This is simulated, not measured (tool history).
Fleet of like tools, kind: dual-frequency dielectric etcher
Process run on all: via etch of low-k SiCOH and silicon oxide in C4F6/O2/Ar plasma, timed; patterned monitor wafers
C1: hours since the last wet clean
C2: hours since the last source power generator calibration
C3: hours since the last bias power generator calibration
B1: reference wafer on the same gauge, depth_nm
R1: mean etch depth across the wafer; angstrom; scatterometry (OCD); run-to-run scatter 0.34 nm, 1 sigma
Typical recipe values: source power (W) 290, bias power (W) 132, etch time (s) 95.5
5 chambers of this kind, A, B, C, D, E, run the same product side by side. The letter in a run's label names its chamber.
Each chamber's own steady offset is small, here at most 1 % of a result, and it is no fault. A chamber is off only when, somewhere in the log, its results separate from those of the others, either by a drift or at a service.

{"run": "1A", "hour": 6.1, "source power (W)": 290, "bias power (W)": 132, "etch time (s)": 95.5, "C1": 427.2, "C2": 590.4, "C3": 573.2, "B1": 204.97, "R1": 2136.6}
{"run": "2D", "hour": 12.5, "source power (W)": 290, "bias power (W)": 132, "etch time (s)": 95.5, "C1": 51.4, "C2": 1427.8, "C3": 1316.3, "B1": 205.15, "R1": 2139.0}
{"run": "3E", "hour": 17.2, "source power (W)": 290, "bias power (W)": 132, "etch time (s)": 95.5, "C1": 113.5, "C2": 672.1, "C3": 4192.9, "B1": 205.2, "R1": 2143.9}
{"run": "4B", "hour": 24.9, "source power (W)": 290, "bias power (W)": 132, "etch time (s)": 95.5, "C1": 181.1, "C2": 2236.1, "C3": 1554.9, "B1": 205.08, "R1": 2131.9}
{"run": "5C", "hour": 28.8, "source power (W)": 290, "bias power (W)": 132, "etch time (s)": 95.5, "C1": 319.0, "C2": 1364.7, "C3": 2004.6, "B1": 205.12, "R1": 2132.0}
{"run": "6A", "hour": 34.4, "source power (W)": 290, "bias power (W)": 132, "etch time (s)": 95.5, "C1": 455.5, "C2": 618.7, "C3": 601.5, "B1": 205.09, "R1": 2135.0}
{"run": "7B", "hour": 39.5, "source power (W)": 290, "bias power (W)": 132, "etch time (s)": 95.5, "C1": 195.7, "C2": 2250.7, "C3": 1569.5, "B1": 205.18, "R1": 2132.8}
{"run": "8E", "hour": 47.4, "source power (W)": 290, "bias power (W)": 132, "etch time (s)": 95.5, "C1": 143.7, "C2": 702.3, "C3": 4223.1, "B1": 205.24, "R1": 2142.9}
{"run": "9C", "hour": 53.1, "source power (W)": 290, "bias power (W)": 132, "etch time (s)": 95.5, "C1": 343.3, "C2": 1389.0, "C3": 2028.9, "B1": 205.31, "R1": 2140.4}
{"run": "10D", "hour": 61.2, "source power (W)": 290, "bias power (W)": 132, "etch time (s)": 95.5, "C1": 100.1, "C2": 1476.5, "C3": 1365.0, "B1": 205.25, "R1": 2140.6}
{"run": "11C", "hour": 66.2, "source power (W)": 290, "bias power (W)": 132, "etch time (s)": 95.5, "C1": 356.4, "C2": 1402.1, "C3": 2042.0, "B1": 205.4, "R1": 2139.4}
{"run": "12B", "hour": 71.6, "source power (W)": 290, "bias power (W)": 132, "etch time (s)": 95.5, "C1": 227.8, "C2": 2282.8, "C3": 1601.6, "B1": 205.35, "R1": 2126.4}
{"run": "13D", "hour": 78.3, "source power (W)": 290, "bias power (W)": 132, "etch time (s)": 95.5, "C1": 117.2, "C2": 1493.6, "C3": 1382.1, "B1": 205.33, "R1": 2135.1}
{"hour": 84.1, "done": "chamber E: bias power generator calibrated"}
{"run": "14A", "hour": 84.3, "source power (W)": 290, "bias power (W)": 132, "etch time (s)": 95.5, "C1": 505.4, "C2": 668.6, "C3": 651.4, "B1": 205.5, "R1": 2139.1}
{"run": "15E", "hour": 89.7, "source power (W)": 290, "bias power (W)": 132, "etch time (s)": 95.5, "C1": 186.0, "C2": 744.6, "C3": 5.7, "B1": 205.41, "R1": 2151.4}
{"run": "16C", "hour": 95.7, "source power (W)": 290, "bias power (W)": 132, "etch time (s)": 95.5, "C1": 385.9, "C2": 1431.6, "C3": 2071.5, "B1": 205.46, "R1": 2135.9}
{"run": "17E", "hour": 99.8, "source power (W)": 290, "bias power (W)": 132, "etch time (s)": 95.5, "C1": 196.1, "C2": 754.7, "C3": 15.8, "B1": 205.48, "R1": 2151.4}
{"run": "18A", "hour": 108.1, "source power (W)": 290, "bias power (W)": 132, "etch time (s)": 95.5, "C1": 529.2, "C2": 692.4, "C3": 675.2, "B1": 205.55, "R1": 2147.8}
{"run": "19B", "hour": 116.4, "source power (W)": 290, "bias power (W)": 132, "etch time (s)": 95.5, "C1": 272.6, "C2": 2327.6, "C3": 1646.4, "B1": 205.58, "R1": 2131.3}
{"run": "20D", "hour": 124.7, "source power (W)": 290, "bias power (W)": 132, "etch time (s)": 95.5, "C1": 163.6, "C2": 1540.0, "C3": 1428.5, "B1": 205.57, "R1": 2141.5}
{"run": "21E", "hour": 130.7, "source power (W)": 290, "bias power (W)": 132, "etch time (s)": 95.5, "C1": 227.0, "C2": 785.6, "C3": 46.7, "B1": 205.53, "R1": 2157.8}
{"run": "22A", "hour": 136.1, "source power (W)": 290, "bias power (W)": 132, "etch time (s)": 95.5, "C1": 557.2, "C2": 720.4, "C3": 703.2, "B1": 205.66, "R1": 2146.2}
{"run": "23C", "hour": 140.4, "source power (W)": 290, "bias power (W)": 132, "etch time (s)": 95.5, "C1": 430.6, "C2": 1476.3, "C3": 2116.2, "B1": 205.74, "R1": 2140.8}
{"hour": 143.2, "done": "chamber A: wet clean of the chamber"}
{"hour": 143.2, "done": "chamber C: wet clean of the chamber"}
{"run": "24D", "hour": 144.8, "source power (W)": 290, "bias power (W)": 132, "etch time (s)": 95.5, "C1": 183.7, "C2": 1560.1, "C3": 1448.6, "B1": 205.77, "R1": 2148.4}
{"run": "25B", "hour": 148.9, "source power (W)": 290, "bias power (W)": 132, "etch time (s)": 95.5, "C1": 305.1, "C2": 2360.1, "C3": 1678.9, "B1": 205.73, "R1": 2135.2}
{"run": "26D", "hour": 155.4, "source power (W)": 290, "bias power (W)": 132, "etch time (s)": 95.5, "C1": 194.3, "C2": 1570.7, "C3": 1459.2, "B1": 205.7, "R1": 2142.4}
{"run": "27B", "hour": 162.7, "source power (W)": 290, "bias power (W)": 132, "etch time (s)": 95.5, "C1": 318.9, "C2": 2373.9, "C3": 1692.7, "B1": 205.8, "R1": 2133.7}
{"run": "28E", "hour": 168.7, "source power (W)": 290, "bias power (W)": 132, "etch time (s)": 95.5, "C1": 265.0, "C2": 823.6, "C3": 84.7, "B1": 205.93, "R1": 2155.8}
{"run": "29A", "hour": 174.9, "source power (W)": 290, "bias power (W)": 132, "etch time (s)": 95.5, "C1": 31.8, "C2": 759.2, "C3": 742.0, "B1": 205.89, "R1": 2144.6}
{"run": "30C", "hour": 180.4, "source power (W)": 290, "bias power (W)": 132, "etch time (s)": 95.5, "C1": 37.2, "C2": 1516.3, "C3": 2156.2, "B1": 205.85, "R1": 2146.3}
{"run": "31B", "hour": 184.4, "source power (W)": 290, "bias power (W)": 132, "etch time (s)": 95.5, "C1": 340.6, "C2": 2395.6, "C3": 1714.4, "B1": 205.92, "R1": 2134.8}
{"run": "32C", "hour": 191.9, "source power (W)": 290, "bias power (W)": 132, "etch time (s)": 95.5, "C1": 48.7, "C2": 1527.8, "C3": 2167.7, "B1": 205.91, "R1": 2142.3}
{"run": "33E", "hour": 199.7, "source power (W)": 290, "bias power (W)": 144, "etch time (s)": 95.5, "C1": 296.0, "C2": 854.6, "C3": 115.7, "B1": 205.87, "R1": 2219.8}
{"run": "34D", "hour": 203.5, "source power (W)": 290, "bias power (W)": 144, "etch time (s)": 95.5, "C1": 242.4, "C2": 1618.8, "C3": 1507.3, "B1": 206.01, "R1": 2205.6}
{"run": "35A", "hour": 211.6, "source power (W)": 290, "bias power (W)": 144, "etch time (s)": 95.5, "C1": 68.5, "C2": 795.9, "C3": 778.7, "B1": 206.04, "R1": 2204.0}
{"run": "36B", "hour": 220.4, "source power (W)": 290, "bias power (W)": 144, "etch time (s)": 95.5, "C1": 376.6, "C2": 2431.6, "C3": 1750.4, "B1": 206.06, "R1": 2195.1}
{"run": "37A", "hour": 224.6, "source power (W)": 290, "bias power (W)": 144, "etch time (s)": 95.5, "C1": 81.5, "C2": 808.9, "C3": 791.7, "B1": 206.12, "R1": 2206.3}
{"run": "38D", "hour": 232.2, "source power (W)": 290, "bias power (W)": 132, "etch time (s)": 95.5, "C1": 271.1, "C2": 1647.5, "C3": 1536.0, "B1": 206.07, "R1": 2146.5}
{"run": "39C", "hour": 240.6, "source power (W)": 290, "bias power (W)": 132, "etch time (s)": 95.5, "C1": 97.4, "C2": 1576.5, "C3": 2216.4, "B1": 206.21, "R1": 2135.9}
{"run": "40E", "hour": 247.7, "source power (W)": 290, "bias power (W)": 132, "etch time (s)": 95.5, "C1": 344.0, "C2": 902.6, "C3": 163.7, "B1": 206.17, "R1": 2155.3}
{"run": "41D", "hour": 252.4, "source power (W)": 290, "bias power (W)": 132, "etch time (s)": 95.5, "C1": 291.3, "C2": 1667.7, "C3": 1556.2, "B1": 206.26, "R1": 2150.1}
{"run": "42B", "hour": 256.4, "source power (W)": 290, "bias power (W)": 132, "etch time (s)": 95.5, "C1": 412.6, "C2": 2467.6, "C3": 1786.4, "B1": 206.24, "R1": 2142.4}
{"run": "43A", "hour": 260.6, "source power (W)": 290, "bias power (W)": 132, "etch time (s)": 117.5, "C1": 117.5, "C2": 844.9, "C3": 827.7, "B1": 206.27, "R1": 2653.6}
{"run": "44C", "hour": 265.8, "source power (W)": 290, "bias power (W)": 132, "etch time (s)": 117.5, "C1": 122.6, "C2": 1601.7, "C3": 2241.6, "B1": 206.33, "R1": 2643.6}

The same settings go to every chamber for the next run, one line per chamber below. Forecast the results for each:
{"run": "45A", "hour": 272.1, "source power (W)": 340, "bias power (W)": 132, "etch time (s)": 95.5, "R1": "?"}
{"run": "45B", "hour": 272.1, "source power (W)": 340, "bias power (W)": 132, "etch time (s)": 95.5, "R1": "?"}
{"run": "45C", "hour": 272.1, "source power (W)": 340, "bias power (W)": 132, "etch time (s)": 95.5, "R1": "?"}
{"run": "45D", "hour": 272.1, "source power (W)": 340, "bias power (W)": 132, "etch time (s)": 95.5, "R1": "?"}
{"run": "45E", "hour": 272.1, "source power (W)": 340, "bias power (W)": 132, "etch time (s)": 95.5, "R1": "?"}

run=45A R1=2293.4
run=45B R1=2281.6
run=45C R1=2286.0
run=45D R1=2296.3
run=45E R1=2294.9
